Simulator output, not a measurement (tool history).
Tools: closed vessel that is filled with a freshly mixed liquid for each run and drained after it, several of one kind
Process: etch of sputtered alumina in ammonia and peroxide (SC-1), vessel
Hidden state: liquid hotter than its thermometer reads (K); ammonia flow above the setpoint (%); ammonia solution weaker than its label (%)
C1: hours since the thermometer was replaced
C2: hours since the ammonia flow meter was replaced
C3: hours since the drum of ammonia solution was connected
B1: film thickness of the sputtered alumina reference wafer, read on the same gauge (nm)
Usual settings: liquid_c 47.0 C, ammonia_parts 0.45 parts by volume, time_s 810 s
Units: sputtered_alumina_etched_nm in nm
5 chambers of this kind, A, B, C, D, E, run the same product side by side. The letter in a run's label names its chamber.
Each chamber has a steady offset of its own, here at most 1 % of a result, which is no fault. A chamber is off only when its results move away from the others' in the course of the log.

run 1A hour=12.7 | liquid_c=47.0 ammonia_parts=0.45 time_s=810 | C1=1136.6 C2=1540.0 C3=185.1 | B1=89.986 | sputtered_alumina_etched_nm=20.637
run 2B hour=24.5 | liquid_c=47.0 ammonia_parts=0.45 time_s=810 | C1=174.6 C2=274.3 C3=884.2 | B1=89.994 | sputtered_alumina_etched_nm=20.488
run 3E hour=35.9 | liquid_c=47.0 ammonia_parts=0.45 time_s=810 | C1=434.6 C2=483.0 C3=696.5 | B1=90.001 | sputtered_alumina_etched_nm=19.982
-- hour=46.8 chamber E: ammonia flow meter replaced
run 4C hour=50.4 | liquid_c=47.0 ammonia_parts=0.45 time_s=810 | C1=1497.1 C2=245.7 C3=571.8 | B1=90.006 | sputtered_alumina_etched_nm=20.457
run 5D hour=60.8 | liquid_c=47.0 ammonia_parts=0.45 time_s=810 | C1=458.4 C2=761.0 C3=573.3 | B1=90.022 | sputtered_alumina_etched_nm=19.936
run 6A hour=74.8 | liquid_c=47.0 ammonia_parts=0.45 time_s=810 | C1=1198.7 C2=1602.1 C3=247.2 | B1=90.002 | sputtered_alumina_etched_nm=20.279
-- hour=77.8 chamber B: new drum of ammonia solution connected
run 7B hour=89.5 | liquid_c=47.0 ammonia_parts=0.45 time_s=810 | C1=239.6 C2=339.3 C3=11.8 | B1=89.989 | sputtered_alumina_etched_nm=20.427
run 8E hour=96.4 | liquid_c=47.0 ammonia_parts=0.45 time_s=810 | C1=495.1 C2=49.7 C3=757.0 | B1=90.012 | sputtered_alumina_etched_nm=20.154
run 9C hour=110.7 | liquid_c=53.0 ammonia_parts=0.45 time_s=1025 | C1=1557.4 C2=306.0 C3=632.1 | B1=90.019 | sputtered_alumina_etched_nm=35.647
run 10D hour=118.3 | liquid_c=53.0 ammonia_parts=0.45 time_s=1025 | C1=515.9 C2=818.5 C3=630.8 | B1=89.991 | sputtered_alumina_etched_nm=35.192
run 11E hour=133.0 | liquid_c=53.0 ammonia_parts=0.45 time_s=1025 | C1=531.7 C2=86.3 C3=793.6 | B1=89.979 | sputtered_alumina_etched_nm=35.521
run 12C hour=140.4 | liquid_c=53.0 ammonia_parts=0.45 time_s=1025 | C1=1587.1 C2=335.7 C3=661.8 | B1=89.978 | sputtered_alumina_etched_nm=35.913
-- hour=142.9 chamber E: new drum of ammonia solution connected
-- hour=148.0 chamber D: new drum of ammonia solution connected
run 13B hour=152.2 | liquid_c=53.0 ammonia_parts=0.45 time_s=1025 | C1=302.3 C2=402.0 C3=74.5 | B1=90.011 | sputtered_alumina_etched_nm=35.893
run 14A hour=160.6 | liquid_c=47.0 ammonia_parts=0.45 time_s=810 | C1=1284.5 C2=1687.9 C3=333.0 | B1=89.979 | sputtered_alumina_etched_nm=20.554
run 15D hour=168.3 | liquid_c=47.0 ammonia_parts=0.45 time_s=810 | C1=565.9 C2=868.5 C3=20.3 | B1=90.003 | sputtered_alumina_etched_nm=20.047
run 16B hour=182.0 | liquid_c=47.0 ammonia_parts=0.60 time_s=1070 | C1=332.1 C2=431.8 C3=104.3 | B1=90.006 | sputtered_alumina_etched_nm=27.740
run 17D hour=194.1 | liquid_c=47.0 ammonia_parts=0.60 time_s=1070 | C1=591.7 C2=894.3 C3=46.1 | B1=90.003 | sputtered_alumina_etched_nm=27.557
-- hour=197.0 chamber C: new drum of ammonia solution connected
run 18C hour=208.7 | liquid_c=47.0 ammonia_parts=0.60 time_s=1070 | C1=1655.4 C2=404.0 C3=11.7 | B1=90.006 | sputtered_alumina_etched_nm=27.716
run 19A hour=219.1 | liquid_c=47.0 ammonia_parts=0.60 time_s=1070 | C1=1343.0 C2=1746.4 C3=391.5 | B1=90.000 | sputtered_alumina_etched_nm=27.703
run 20E hour=227.6 | liquid_c=47.0 ammonia_parts=0.60 time_s=1070 | C1=626.3 C2=180.9 C3=84.8 | B1=89.996 | sputtered_alumina_etched_nm=27.433
run 21B hour=237.8 | liquid_c=47.0 ammonia_parts=0.45 time_s=810 | C1=387.9 C2=487.6 C3=160.1 | B1=90.010 | sputtered_alumina_etched_nm=20.453
-- hour=243.8 chamber B: ammonia flow meter replaced
run 22E hour=246.0 | liquid_c=47.0 ammonia_parts=0.45 time_s=810 | C1=644.7 C2=199.3 C3=103.2 | B1=90.015 | sputtered_alumina_etched_nm=20.317
run 23D hour=253.4 | liquid_c=47.0 ammonia_parts=0.45 time_s=810 | C1=651.0 C2=953.6 C3=105.4 | B1=90.002 | sputtered_alumina_etched_nm=20.113
run 24A hour=265.5 | liquid_c=47.0 ammonia_parts=0.45 time_s=810 | C1=1389.4 C2=1792.8 C3=437.9 | B1=90.008 | sputtered_alumina_etched_nm=20.601
run 25C hour=276.6 | liquid_c=47.0 ammonia_parts=0.40 time_s=810 | C1=1723.3 C2=471.9 C3=79.6 | B1=89.971 | sputtered_alumina_etched_nm=21.000
run 26E hour=290.9 | liquid_c=47.0 ammonia_parts=0.40 time_s=810 | C1=689.6 C2=244.2 C3=148.1 | B1=90.006 | sputtered_alumina_etched_nm=19.943
run 27A hour=300.8 | liquid_c=47.0 ammonia_parts=0.40 time_s=810 | C1=1424.7 C2=1828.1 C3=473.2 | B1=90.018 | sputtered_alumina_etched_nm=20.368
run 28B hour=313.3 | liquid_c=47.0 ammonia_parts=0.40 time_s=810 | C1=463.4 C2=69.5 C3=235.6 | B1=89.969 | sputtered_alumina_etched_nm=20.076
run 29D hour=325.1 | liquid_c=47.0 ammonia_parts=0.40 time_s=810 | C1=722.7 C2=1025.3 C3=177.1 | B1=89.990 | sputtered_alumina_etched_nm=19.941
run 30C hour=334.3 | liquid_c=47.0 ammonia_parts=0.45 time_s=810 | C1=1781.0 C2=529.6 C3=137.3 | B1=89.986 | sputtered_alumina_etched_nm=21.479
run 31E hour=345.1 | liquid_c=47.0 ammonia_parts=0.55 time_s=810 | C1=743.8 C2=298.4 C3=202.3 | B1=89.996 | sputtered_alumina_etched_nm=20.410
-- hour=352.0 chamber C: ammonia flow meter replaced
run 32B hour=352.0 | liquid_c=47.0 ammonia_parts=0.55 time_s=810 | C1=502.1 C2=108.2 C3=274.3 | B1=89.995 | sputtered_alumina_etched_nm=21.011
run 33D hour=361.3 | liquid_c=47.0 ammonia_parts=0.55 time_s=810 | C1=758.9 C2=1061.5 C3=213.3 | B1=89.995 | sputtered_alumina_etched_nm=20.654
run 34A hour=375.9 | liquid_c=47.0 ammonia_parts=0.55 time_s=810 | C1=1499.8 C2=1903.2 C3=548.3 | B1=89.993 | sputtered_alumina_etched_nm=20.976
run 35C hour=384.3 | liquid_c=47.0 ammonia_parts=0.55 time_s=810 | C1=1831.0 C2=32.4 C3=187.3 | B1=89.994 | sputtered_alumina_etched_nm=22.044
run 36C hour=398.5 | liquid_c=47.0 ammonia_parts=0.45 time_s=810 | C1=1845.2 C2=46.6 C3=201.5 | B1=90.000 | sputtered_alumina_etched_nm=21.575
-- hour=403.2 chamber D: ammonia flow meter replaced
run 37D hour=405.3 | liquid_c=47.0 ammonia_parts=0.45 time_s=810 | C1=802.9 C2=2.2 C3=257.3 | B1=89.991 | sputtered_alumina_etched_nm=19.859
run 38B hour=416.7 | liquid_c=47.0 ammonia_parts=0.45 time_s=810 | C1=566.8 C2=172.9 C3=339.0 | B1=90.000 | sputtered_alumina_etched_nm=20.380
run 39A hour=424.1 | liquid_c=47.0 ammonia_parts=0.45 time_s=810 | C1=1548.0 C2=1951.4 C3=596.5 | B1=90.005 | sputtered_alumina_etched_nm=20.416

Next, every chamber runs the same settings. What will each give?
run 40A hour=434.7 | liquid_c=40.5 ammonia_parts=0.45 time_s=810 | sputtered_alumina_etched_nm=?
run 40B hour=434.7 | liquid_c=40.5 ammonia_parts=0.45 time_s=810 | sputtered_alumina_etched_nm=?
run 40C hour=434.7 | liquid_c=40.5 ammonia_parts=0.45 time_s=810 | sputtered_alumina_etched_nm=?
run 40D hour=434.7 | liquid_c=40.5 ammonia_parts=0.45 time_s=810 | sputtered_alumina_etched_nm=?
run 40E hour=434.7 | liquid_c=40.5 ammonia_parts=0.45 time_s=810 | sputtered_alumina_etched_nm=?

run=40A sputtered_alumina_etched_nm=14.068
run=40B sputtered_alumina_etched_nm=13.985
run=40C sputtered_alumina_etched_nm=15.218
run=40D sputtered_alumina_etched_nm=13.675
run=40E sputtered_alumina_etched_nm=13.873
